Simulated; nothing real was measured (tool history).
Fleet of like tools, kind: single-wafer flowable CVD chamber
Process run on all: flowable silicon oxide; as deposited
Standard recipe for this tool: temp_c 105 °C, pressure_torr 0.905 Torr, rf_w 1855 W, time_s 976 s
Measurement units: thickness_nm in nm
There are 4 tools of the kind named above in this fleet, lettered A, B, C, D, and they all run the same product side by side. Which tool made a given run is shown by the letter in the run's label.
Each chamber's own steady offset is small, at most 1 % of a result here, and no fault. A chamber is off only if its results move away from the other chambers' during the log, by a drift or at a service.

run	hour	temp_c	pressure_torr	rf_w	time_s	hours since the last thermocouple change	hours since the last RF generator calibration	hours since the last manometer calibration	read-back reference wafer on the same gauge, thickness_nm	thickness_nm
1C	4.9	105	0.905	1855	976	1086.8	427.7	1822.4	501.15	574.85
2B	11.7	105	0.905	1855	976	821.3	331.7	513.8	500.07	577.76
3D	15.3	105	0.905	1855	976	2198.0	1368.7	1697.3	499.81	580.32
4A	21.9	105	0.905	1855	976	877.8	901.1	851.4	499.71	574.76
5B	26.8	105	0.905	1855	976	836.4	346.8	528.9	500.89	575.78
6D	31.5	105	0.905	1855	976	2214.2	1384.9	1713.5	499.62	586.26
7A	34.8	105	0.905	1855	976	890.7	914.0	864.3	500.35	577.73
8C	38.9	105	0.905	1855	976	1120.8	461.7	1856.4	499.86	575.80
9C	42.1	105	0.905	1855	976	1124.0	464.9	1859.6	500.07	576.84
10B	45.7	105	0.905	1855	976	855.3	365.7	547.8	499.75	579.03
11A	50.9	105	0.905	1855	976	906.8	930.1	880.4	499.61	568.81
12D	56.4	105	0.905	1855	976	2239.1	1409.8	1738.4	500.56	582.55
13B	60.9	105	0.905	1855	976	870.5	380.9	563.0	499.93	566.46
14D	66.1	105	0.905	1855	976	2248.8	1419.5	1748.1	499.92	578.89
15A	69.7	105	0.905	1855	976	925.6	948.9	899.2	500.08	575.55
# hour 73.2: chamber B: thermocouple changed; heater temperature recalibrated
16C	76.2	105	0.905	1855	976	1158.1	499.0	1893.7	500.18	575.65
17D	82.0	105	0.905	1855	976	2264.7	1435.4	1764.0	500.02	580.86
18B	86.2	105	0.905	1855	976	13.0	406.2	588.3	500.05	576.63
19A	91.6	90	0.905	1855	976	947.5	970.8	921.1	500.96	949.18
20C	98.5	90	0.905	1855	976	1180.4	521.3	1916.0	500.27	941.10
21C	102.1	90	0.905	1855	976	1184.0	524.9	1919.6	500.59	939.57
22D	107.6	90	0.905	1855	976	2290.3	1461.0	1789.6	499.90	950.90
23B	113.5	105	0.905	1855	976	40.3	433.5	615.6	499.57	577.35
24A	117.0	105	0.905	1855	976	972.9	996.2	946.5	499.88	574.63
25A	121.1	105	0.905	1855	976	977.0	1000.3	950.6	500.20	579.79
26D	125.0	105	0.905	1855	976	2307.7	1478.4	1807.0	500.05	577.08
27C	130.6	105	0.905	1585	976	1212.5	553.4	1948.1	499.56	530.37
28B	137.5	105	0.905	1585	976	64.3	457.5	639.6	499.70	546.49
29A	143.3	105	0.905	1585	976	999.2	1022.5	972.8	499.15	549.69
30C	149.9	105	0.905	1585	976	1231.8	572.7	1967.4	500.65	527.67
31D	153.2	105	0.905	1855	976	2335.9	1506.6	1835.2	499.68	575.01
32B	160.0	105	0.905	1855	976	86.8	480.0	662.1	499.14	575.21
33D	163.4	105	0.905	1855	976	2346.1	1516.8	1845.4	499.83	579.68
34C	167.2	105	0.905	1855	976	1249.1	590.0	1984.7	499.35	541.27
35A	173.5	105	0.905	2115	976	1029.4	1052.7	1003.0	499.69	595.05
36B	179.5	105	0.905	2115	976	106.3	499.5	681.6	499.68	592.94
37C	184.3	105	0.905	2115	976	1266.2	607.1	2001.8	500.68	556.23

Is one chamber out of step, is the gauge drifting, or do the chambers differ by no more than their own small offsets? For an off chamber, give its letter and the likeliest cause.

It is chamber C that slowly wanders off from its peers.
Likeliest cause: true pressure below the setpoint (%) = 5.34.
Not necessarily distinguishable in this log from: wafer temperature above the value expected at the setpoint (K).

Which of the 4 candidates below, each the usual settings with something changed and its results left as question marks, puts chamber C back in line with what the other chambers give on the usual settings?
In-line tolerance around the mean of the other chambers on the usual settings: thickness_nm 12.00 nm
38C-1	189.2	104	0.910	1855	976					?
38C-2	189.2	106	0.900	1855	976					?
38C-3	189.2	105	0.905	1825	911					?
38C-4	189.2	103	0.905	1855	985					?

On the usual settings, the other chambers give on average: thickness_nm 577.06 nm
run	thickness_nm
38C-1	561.46
38C-2	517.45
38C-3	501.12
38C-4	582.21
The answer is 38C-4, which returns the chamber to within the allowed miss of the others.
